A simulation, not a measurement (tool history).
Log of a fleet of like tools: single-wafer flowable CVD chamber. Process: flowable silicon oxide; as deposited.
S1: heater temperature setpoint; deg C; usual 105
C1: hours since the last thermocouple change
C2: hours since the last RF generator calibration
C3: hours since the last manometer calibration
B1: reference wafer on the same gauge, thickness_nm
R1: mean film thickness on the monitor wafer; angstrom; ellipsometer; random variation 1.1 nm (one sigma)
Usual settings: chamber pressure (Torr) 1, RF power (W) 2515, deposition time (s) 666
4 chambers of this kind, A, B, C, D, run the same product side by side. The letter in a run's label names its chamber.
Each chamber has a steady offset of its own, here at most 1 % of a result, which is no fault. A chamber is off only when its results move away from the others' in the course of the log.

run 1C day=0.267 | S1=105 chamber_pressure_(Torr)=1 RF_power_(W)=2515 deposition_time_(s)=666 | C1=169.9 C2=496.8 C3=688.2 | B1=529.2 | R1=4718.7
run 2A day=0.542 | S1=105 chamber_pressure_(Torr)=1 RF_power_(W)=2515 deposition_time_(s)=666 | C1=1703.7 C2=462.1 C3=515.9 | B1=529.3 | R1=4708.6
run 3D day=0.825 | S1=105 chamber_pressure_(Torr)=1 RF_power_(W)=2515 deposition_time_(s)=666 | C1=193.8 C2=1233.2 C3=266.5 | B1=528.91 | R1=4653.1
run 4B day=1.288 | S1=105 chamber_pressure_(Torr)=1 RF_power_(W)=2515 deposition_time_(s)=666 | C1=1909.9 C2=89.3 C3=746.1 | B1=528.91 | R1=4704.9
run 5A day=1.583 | S1=105 chamber_pressure_(Torr)=1 RF_power_(W)=2515 deposition_time_(s)=666 | C1=1728.7 C2=487.1 C3=540.9 | B1=529.27 | R1=4698.4
run 6B day=2.075 | S1=105 chamber_pressure_(Torr)=1 RF_power_(W)=2515 deposition_time_(s)=666 | C1=1928.8 C2=108.2 C3=765 | B1=529.21 | R1=4707.3
run 7D day=2.508 | S1=105 chamber_pressure_(Torr)=0.85 RF_power_(W)=2515 deposition_time_(s)=666 | C1=234.2 C2=1273.6 C3=306.9 | B1=528.6 | R1=3805.4
run 8C day=2.762 | S1=105 chamber_pressure_(Torr)=0.85 RF_power_(W)=2515 deposition_time_(s)=666 | C1=229.8 C2=556.7 C3=748.1 | B1=528.9 | R1=3823.7
run 9C day=3 | S1=105 chamber_pressure_(Torr)=0.85 RF_power_(W)=2515 deposition_time_(s)=666 | C1=235.5 C2=562.4 C3=753.8 | B1=529.05 | R1=3826.5
run 10D day=3.225 | S1=105 chamber_pressure_(Torr)=0.85 RF_power_(W)=2515 deposition_time_(s)=666 | C1=251.4 C2=1290.8 C3=324.1 | B1=529.12 | R1=3805.7
run 11A day=3.617 | S1=105 chamber_pressure_(Torr)=1 RF_power_(W)=2515 deposition_time_(s)=666 | C1=1777.5 C2=535.9 C3=589.7 | B1=528.74 | R1=4705.5
run 12B day=4.05 | S1=99 chamber_pressure_(Torr)=1 RF_power_(W)=2160 deposition_time_(s)=666 | C1=1976.2 C2=155.6 C3=812.4 | B1=529.19 | R1=5643.8
run 13A day=4.504 | S1=99 chamber_pressure_(Torr)=1 RF_power_(W)=2160 deposition_time_(s)=666 | C1=1798.8 C2=557.2 C3=611 | B1=528.77 | R1=5604.2
run 14B day=4.779 | S1=99 chamber_pressure_(Torr)=1 RF_power_(W)=2160 deposition_time_(s)=666 | C1=1993.7 C2=173.1 C3=829.9 | B1=528.7 | R1=5619.6
-- day=5 chamber B: capacitance manometer re-zeroed and calibrated
run 15C day=5.192 | S1=99 chamber_pressure_(Torr)=1 RF_power_(W)=2160 deposition_time_(s)=666 | C1=288.1 C2=615 C3=806.4 | B1=529.04 | R1=5580.1
run 16D day=5.638 | S1=105 chamber_pressure_(Torr)=1 RF_power_(W)=2515 deposition_time_(s)=666 | C1=309.3 C2=1348.7 C3=382 | B1=528.79 | R1=4666.7
run 17C day=5.971 | S1=105 chamber_pressure_(Torr)=1 RF_power_(W)=2515 deposition_time_(s)=666 | C1=306.8 C2=633.7 C3=825.1 | B1=528.85 | R1=4729.1
run 18A day=6.433 | S1=105 chamber_pressure_(Torr)=1 RF_power_(W)=2515 deposition_time_(s)=666 | C1=1845.1 C2=603.5 C3=657.3 | B1=529.07 | R1=4703.9
run 19B day=6.862 | S1=105 chamber_pressure_(Torr)=0.86 RF_power_(W)=2515 deposition_time_(s)=718 | C1=2043.7 C2=223.1 C3=44.7 | B1=528.8 | R1=4211.8
run 20D day=7.225 | S1=105 chamber_pressure_(Torr)=0.86 RF_power_(W)=2515 deposition_time_(s)=718 | C1=347.4 C2=1386.8 C3=420.1 | B1=529.14 | R1=4178.6
run 21D day=7.612 | S1=105 chamber_pressure_(Torr)=0.86 RF_power_(W)=2515 deposition_time_(s)=718 | C1=356.7 C2=1396.1 C3=429.4 | B1=528.97 | R1=4156.9
run 22B day=7.9 | S1=105 chamber_pressure_(Torr)=0.86 RF_power_(W)=2515 deposition_time_(s)=718 | C1=2068.6 C2=248 C3=69.6 | B1=528.65 | R1=4229.3
run 23C day=8.167 | S1=105 chamber_pressure_(Torr)=1 RF_power_(W)=2515 deposition_time_(s)=666 | C1=359.5 C2=686.4 C3=877.8 | B1=528.99 | R1=4693.7
run 24A day=8.379 | S1=105 chamber_pressure_(Torr)=0.85 RF_power_(W)=2515 deposition_time_(s)=666 | C1=1891.8 C2=650.2 C3=704 | B1=528.92 | R1=3825.3
run 25D day=8.85 | S1=105 chamber_pressure_(Torr)=0.85 RF_power_(W)=2515 deposition_time_(s)=666 | C1=386.4 C2=1425.8 C3=459.1 | B1=529.27 | R1=3808.3
run 26C day=9.067 | S1=105 chamber_pressure_(Torr)=0.85 RF_power_(W)=2515 deposition_time_(s)=666 | C1=381.1 C2=708 C3=899.4 | B1=529.15 | R1=3828.1
run 27B day=9.362 | S1=105 chamber_pressure_(Torr)=0.85 RF_power_(W)=2515 deposition_time_(s)=666 | C1=2103.7 C2=283.1 C3=104.7 | B1=528.86 | R1=3870.9
run 28A day=9.629 | S1=105 chamber_pressure_(Torr)=1 RF_power_(W)=2515 deposition_time_(s)=666 | C1=1921.8 C2=680.2 C3=734 | B1=528.5 | R1=4703.7
run 29A day=10.038 | S1=105 chamber_pressure_(Torr)=1 RF_power_(W)=2515 deposition_time_(s)=666 | C1=1931.6 C2=690 C3=743.8 | B1=529.05 | R1=4702.2
run 30B day=10.421 | S1=105 chamber_pressure_(Torr)=1 RF_power_(W)=2680 deposition_time_(s)=666 | C1=2129.1 C2=308.5 C3=130.1 | B1=528.79 | R1=4729.3
run 31D day=10.879 | S1=105 chamber_pressure_(Torr)=1 RF_power_(W)=2680 deposition_time_(s)=666 | C1=435.1 C2=1474.5 C3=507.8 | B1=529.18 | R1=4697.2
run 32C day=11.217 | S1=105 chamber_pressure_(Torr)=1 RF_power_(W)=2680 deposition_time_(s)=666 | C1=432.7 C2=759.6 C3=951 | B1=529.15 | R1=4755.8
run 33D day=11.458 | S1=105 chamber_pressure_(Torr)=1 RF_power_(W)=2680 deposition_time_(s)=666 | C1=449 C2=1488.4 C3=521.7 | B1=528.57 | R1=4721
run 34A day=11.821 | S1=105 chamber_pressure_(Torr)=1 RF_power_(W)=2515 deposition_time_(s)=666 | C1=1974.4 C2=732.8 C3=786.6 | B1=528.9 | R1=4697.1
run 35C day=12.071 | S1=105 chamber_pressure_(Torr)=1 RF_power_(W)=2515 deposition_time_(s)=666 | C1=453.2 C2=780.1 C3=971.5 | B1=529.09 | R1=4717.8
run 36B day=12.35 | S1=105 chamber_pressure_(Torr)=1 RF_power_(W)=2515 deposition_time_(s)=666 | C1=2175.4 C2=354.8 C3=176.4 | B1=529.24 | R1=4722.7
run 37B day=12.725 | S1=105 chamber_pressure_(Torr)=1 RF_power_(W)=2515 deposition_time_(s)=666 | C1=2184.4 C2=363.8 C3=185.4 | B1=529.03 | R1=4713
run 38C day=13.183 | S1=105 chamber_pressure_(Torr)=1 RF_power_(W)=2515 deposition_time_(s)=666 | C1=479.9 C2=806.8 C3=998.2 | B1=528.96 | R1=4710.9
run 39A day=13.542 | S1=105 chamber_pressure_(Torr)=1 RF_power_(W)=2515 deposition_time_(s)=666 | C1=2015.7 C2=774.1 C3=827.9 | B1=529.02 | R1=4703.3
run 40D day=13.833 | S1=105 chamber_pressure_(Torr)=1 RF_power_(W)=2515 deposition_time_(s)=556 | C1=506 C2=1545.4 C3=578.7 | B1=528.81 | R1=3902
run 41C day=14.15 | S1=105 chamber_pressure_(Torr)=1 RF_power_(W)=2515 deposition_time_(s)=556 | C1=503.1 C2=830 C3=1021.4 | B1=528.79 | R1=3932.3
run 42A day=14.558 | S1=105 chamber_pressure_(Torr)=1 RF_power_(W)=2515 deposition_time_(s)=556 | C1=2040.1 C2=798.5 C3=852.3 | B1=529.25 | R1=3947.4
run 43D day=14.8 | S1=105 chamber_pressure_(Torr)=1 RF_power_(W)=2515 deposition_time_(s)=556 | C1=529.2 C2=1568.6 C3=601.9 | B1=529.24 | R1=3893.4

What goes on in this fleet: one chamber off, a drifting gauge, or nothing beyond the chambers' own small offsets? Name the chamber and the cause, if any.

No chamber stands off beyond its own small offset, and the gauge holds steady.
